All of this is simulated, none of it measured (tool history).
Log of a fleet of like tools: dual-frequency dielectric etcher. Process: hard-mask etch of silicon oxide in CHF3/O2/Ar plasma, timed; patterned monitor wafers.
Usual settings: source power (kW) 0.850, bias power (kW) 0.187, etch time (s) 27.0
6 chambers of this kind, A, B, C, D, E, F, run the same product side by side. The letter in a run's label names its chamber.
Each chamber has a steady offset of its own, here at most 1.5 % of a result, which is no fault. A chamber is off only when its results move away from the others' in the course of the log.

| run | hour | source power (kW) | bias power (kW) | etch time (s) | hours since the last wet clean | hours since the last source power generator calibration | hours since the last bias power generator calibration | read-back reference wafer on the same gauge, depth_nm | mean etch depth across the wafer (angstrom) |
|---|---|---|---|---|---|---|---|---|---|
| 1E | 3.2 | 0.850 | 0.187 | 27.0 | 288.5 | 4892.0 | 2089.3 | 58.911 | 623.80 |
| 2C | 7.1 | 0.850 | 0.187 | 27.0 | 168.6 | 1026.3 | 2619.7 | 58.911 | 627.49 |
| 3F | 12.7 | 0.850 | 0.187 | 27.0 | 141.7 | 447.3 | 2061.1 | 58.851 | 616.33 |
| 4D | 18.6 | 0.850 | 0.187 | 27.0 | 99.5 | 3821.4 | 2345.7 | 58.936 | 620.99 |
| 5A | 22.2 | 0.850 | 0.187 | 27.0 | 94.8 | 1954.5 | 351.8 | 58.903 | 609.19 |
| 6B | 25.7 | 0.850 | 0.187 | 27.0 | 250.7 | 3268.0 | 459.3 | 58.943 | 617.56 |
| 7B | 30.0 | 0.850 | 0.187 | 27.0 | 255.0 | 3272.3 | 463.6 | 58.909 | 618.46 |
| 8C | 33.2 | 0.850 | 0.187 | 27.0 | 194.7 | 1052.4 | 2645.8 | 58.905 | 628.19 |
| 9D | 38.0 | 0.850 | 0.187 | 27.0 | 118.9 | 3840.8 | 2365.1 | 58.908 | 620.90 |
| 10E | 40.7 | 0.850 | 0.187 | 27.0 | 326.0 | 4929.5 | 2126.8 | 58.894 | 624.71 |
| 11F | 45.9 | 0.710 | 0.187 | 32.0 | 174.9 | 480.5 | 2094.3 | 58.885 | 679.92 |
| 12A | 50.2 | 0.710 | 0.187 | 32.0 | 122.8 | 1982.5 | 379.8 | 58.915 | 672.55 |
| 13D | 54.0 | 0.710 | 0.187 | 32.0 | 134.9 | 3856.8 | 2381.1 | 58.922 | 688.02 |
| 14F | 56.9 | 0.710 | 0.187 | 32.0 | 185.9 | 491.5 | 2105.3 | 58.889 | 677.19 |
|  | 59.1 | chamber F: bias power generator calibrated |
| 15C | 61.9 | 0.710 | 0.187 | 32.0 | 223.4 | 1081.1 | 2674.5 | 58.879 | 693.87 |
|  | 66.9 | chamber E: source power generator calibrated |
| 16B | 67.3 | 0.710 | 0.187 | 32.0 | 292.3 | 3309.6 | 500.9 | 58.896 | 681.97 |
| 17A | 71.8 | 0.850 | 0.187 | 27.0 | 144.4 | 2004.1 | 401.4 | 58.876 | 606.76 |
| 18E | 74.6 | 0.850 | 0.187 | 27.0 | 359.9 | 7.8 | 2160.7 | 58.881 | 619.79 |
| 19B | 77.6 | 0.850 | 0.187 | 27.0 | 302.6 | 3319.9 | 511.2 | 58.890 | 618.56 |
| 20A | 82.8 | 0.850 | 0.187 | 27.0 | 155.4 | 2015.1 | 412.4 | 58.924 | 610.51 |
| 21E | 87.7 | 0.850 | 0.187 | 27.0 | 373.0 | 20.9 | 2173.8 | 58.895 | 617.87 |
| 22D | 93.6 | 0.850 | 0.187 | 27.0 | 174.5 | 3896.4 | 2420.7 | 58.896 | 624.19 |
| 23C | 99.1 | 1.000 | 0.233 | 27.0 | 260.6 | 1118.3 | 2711.7 | 58.903 | 719.95 |
| 24F | 105.1 | 1.000 | 0.233 | 27.0 | 234.1 | 539.7 | 46.1 | 58.929 | 702.92 |
| 25A | 111.0 | 1.000 | 0.233 | 27.0 | 183.6 | 2043.3 | 440.6 | 58.886 | 700.95 |
| 26C | 116.4 | 1.000 | 0.233 | 27.0 | 277.9 | 1135.6 | 2729.0 | 58.879 | 719.79 |
| 27B | 121.0 | 1.000 | 0.233 | 27.0 | 346.0 | 3363.3 | 554.6 | 58.878 | 710.19 |
| 28F | 126.7 | 1.000 | 0.233 | 27.0 | 255.7 | 561.3 | 67.7 | 58.883 | 703.63 |
| 29E | 131.4 | 0.850 | 0.187 | 27.0 | 416.7 | 64.6 | 2217.5 | 58.879 | 608.44 |
| 30D | 135.1 | 0.930 | 0.187 | 31.5 | 216.0 | 3937.9 | 2462.2 | 58.935 | 752.02 |
| 31E | 140.0 | 0.930 | 0.187 | 31.5 | 425.3 | 73.2 | 2226.1 | 58.897 | 732.41 |
| 32A | 142.7 | 0.930 | 0.187 | 31.5 | 215.3 | 2075.0 | 472.3 | 58.892 | 738.07 |
| 33D | 146.6 | 0.930 | 0.187 | 31.5 | 227.5 | 3949.4 | 2473.7 | 58.919 | 749.60 |
| 34B | 150.4 | 0.930 | 0.187 | 31.5 | 375.4 | 3392.7 | 584.0 | 58.910 | 748.40 |
| 35C | 155.6 | 0.930 | 0.187 | 31.5 | 317.1 | 1174.8 | 2768.2 | 58.908 | 757.22 |
| 36F | 160.5 | 0.850 | 0.187 | 27.0 | 289.5 | 595.1 | 101.5 | 58.912 | 616.59 |

What goes on in this fleet: one chamber off, a drifting gauge, or nothing beyond the chambers' own small offsets? Name the chamber and the cause, if any.

Chamber E drifts away from the others.
Cause: etch rate under this chamber's usual, % = 3.45.

Here are 4 candidates for chamber E's next run, each the usual settings with a change, their results left as question marks. Which one brings its results back in line with what the others give on the usual settings?
In line means no further than this from the other chambers' mean on the usual settings: mean etch depth across the wafer (angstrom) 5.30
| 37E-1 | 164.8 | 0.920 | 0.200 | 27.0 |  |  |  |  | ? |
| 37E-2 | 164.8 | 0.790 | 0.187 | 27.0 |  |  |  |  | ? |
| 37E-3 | 164.8 | 0.860 | 0.188 | 27.5 |  |  |  |  | ? |
| 37E-4 | 164.8 | 0.740 | 0.187 | 27.0 |  |  |  |  | ? |

The other chambers' mean on the usual settings: mean etch depth across the wafer (angstrom) 618.54
| run | mean etch depth across the wafer (angstrom) |
|---|---|
| 37E-1 | 634.63 |
| 37E-2 | 586.00 |
| 37E-3 | 617.40 |
| 37E-4 | 571.73 |
37E-3 brings the chamber back in line.
